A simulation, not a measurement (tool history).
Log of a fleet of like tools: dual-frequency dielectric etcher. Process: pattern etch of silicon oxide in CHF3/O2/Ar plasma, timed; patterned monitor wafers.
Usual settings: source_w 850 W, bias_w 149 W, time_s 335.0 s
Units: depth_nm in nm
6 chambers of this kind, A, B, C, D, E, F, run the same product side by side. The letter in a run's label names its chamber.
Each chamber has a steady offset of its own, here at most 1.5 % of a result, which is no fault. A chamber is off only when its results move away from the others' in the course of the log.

| run | hour | source_w | bias_w | time_s | read-back reference wafer on the same gauge, depth_nm | depth_nm |
|---|---|---|---|---|---|---|
|  | 5.1 | chamber C: wet clean of the chamber |
| 1D | 9.4 | 850 | 149 | 335.0 | 750.08 | 717.69 |
| 2A | 25.1 | 850 | 149 | 335.0 | 749.08 | 718.23 |
|  | 32.7 | chamber C: bias power generator calibrated |
| 3C | 34.5 | 850 | 149 | 335.0 | 749.56 | 709.02 |
| 4F | 43.6 | 850 | 149 | 335.0 | 748.89 | 711.80 |
| 5B | 54.9 | 850 | 149 | 375.0 | 749.17 | 791.65 |
| 6E | 69.6 | 850 | 149 | 375.0 | 748.38 | 793.70 |
| 7C | 83.6 | 850 | 149 | 375.0 | 748.51 | 796.93 |
| 8B | 92.8 | 850 | 149 | 375.0 | 749.13 | 790.00 |
| 9E | 107.5 | 850 | 149 | 375.0 | 748.74 | 795.53 |
| 10F | 119.4 | 850 | 149 | 375.0 | 749.17 | 801.55 |
| 11A | 127.1 | 850 | 149 | 335.0 | 749.58 | 721.39 |
| 12D | 137.5 | 850 | 122 | 394.5 | 749.20 | 794.47 |
| 13A | 152.0 | 850 | 122 | 394.5 | 748.74 | 798.60 |
| 14D | 166.3 | 850 | 122 | 394.5 | 749.18 | 787.33 |
| 15F | 177.8 | 850 | 122 | 394.5 | 748.95 | 788.26 |
| 16B | 187.8 | 850 | 122 | 394.5 | 748.87 | 776.81 |
| 17E | 196.9 | 850 | 122 | 394.5 | 750.09 | 783.87 |
| 18C | 204.7 | 850 | 149 | 335.0 | 749.05 | 703.35 |
|  | 209.8 | chamber E: wet clean of the chamber |
| 19C | 218.3 | 850 | 149 | 335.0 | 749.40 | 709.16 |
| 20A | 233.6 | 850 | 149 | 335.0 | 749.12 | 723.90 |
| 21D | 243.4 | 850 | 149 | 335.0 | 749.30 | 711.91 |
| 22E | 254.5 | 850 | 149 | 335.0 | 748.96 | 709.38 |
|  | 266.4 | chamber B: wet clean of the chamber |
| 23F | 269.6 | 850 | 149 | 335.0 | 749.39 | 717.80 |
|  | 275.5 | chamber A: wet clean of the chamber |
| 24B | 282.8 | 850 | 149 | 335.0 | 749.03 | 708.87 |
| 25B | 297.7 | 850 | 149 | 335.0 | 748.16 | 704.25 |
|  | 300.6 | chamber F: wet clean of the chamber |
|  | 304.5 | chamber D: wet clean of the chamber |
| 26A | 312.8 | 850 | 149 | 335.0 | 749.40 | 719.26 |
|  | 317.8 | chamber C: source power generator calibrated |
| 27C | 322.4 | 850 | 149 | 335.0 | 748.52 | 708.78 |
| 28F | 330.2 | 850 | 149 | 335.0 | 749.53 | 715.38 |
| 29D | 340.5 | 850 | 149 | 335.0 | 748.36 | 720.89 |
| 30E | 348.7 | 850 | 149 | 335.0 | 749.12 | 713.86 |
|  | 359.6 | chamber E: bias power generator calibrated |
| 31F | 360.4 | 850 | 149 | 335.0 | 748.84 | 716.56 |
| 32A | 367.5 | 850 | 149 | 335.0 | 749.15 | 719.37 |
| 33E | 376.4 | 850 | 149 | 335.0 | 749.28 | 710.50 |
| 34C | 385.1 | 850 | 149 | 335.0 | 749.67 | 710.04 |
| 35D | 395.3 | 850 | 149 | 335.0 | 749.08 | 712.88 |
| 36B | 406.4 | 850 | 149 | 335.0 | 749.72 | 712.28 |
| 37F | 419.6 | 850 | 149 | 335.0 | 749.87 | 713.52 |
| 38A | 432.9 | 850 | 149 | 335.0 | 748.85 | 719.57 |
| 39D | 440.5 | 850 | 149 | 335.0 | 748.66 | 715.27 |
| 40E | 451.4 | 850 | 149 | 335.0 | 748.72 | 713.05 |
| 41B | 458.9 | 1040 | 149 | 399.0 | 748.88 | 908.07 |
| 42C | 471.2 | 1040 | 149 | 399.0 | 749.28 | 913.49 |
| 43D | 481.7 | 1040 | 149 | 399.0 | 750.26 | 913.10 |
| 44B | 489.9 | 1040 | 149 | 399.0 | 748.49 | 913.68 |

Next, every chamber runs the same settings. What will each give?
| 45A | 501.6 | 850 | 149 | 335.0 |  | ? |
| 45B | 501.6 | 850 | 149 | 335.0 |  | ? |
| 45C | 501.6 | 850 | 149 | 335.0 |  | ? |
| 45D | 501.6 | 850 | 149 | 335.0 |  | ? |
| 45E | 501.6 | 850 | 149 | 335.0 |  | ? |
| 45F | 501.6 | 850 | 149 | 335.0 |  | ? |

| run | depth_nm |
|---|---|
| 45A | 722.78 |
| 45B | 710.47 |
| 45C | 710.74 |
| 45D | 712.53 |
| 45E | 714.52 |
| 45F | 715.53 |
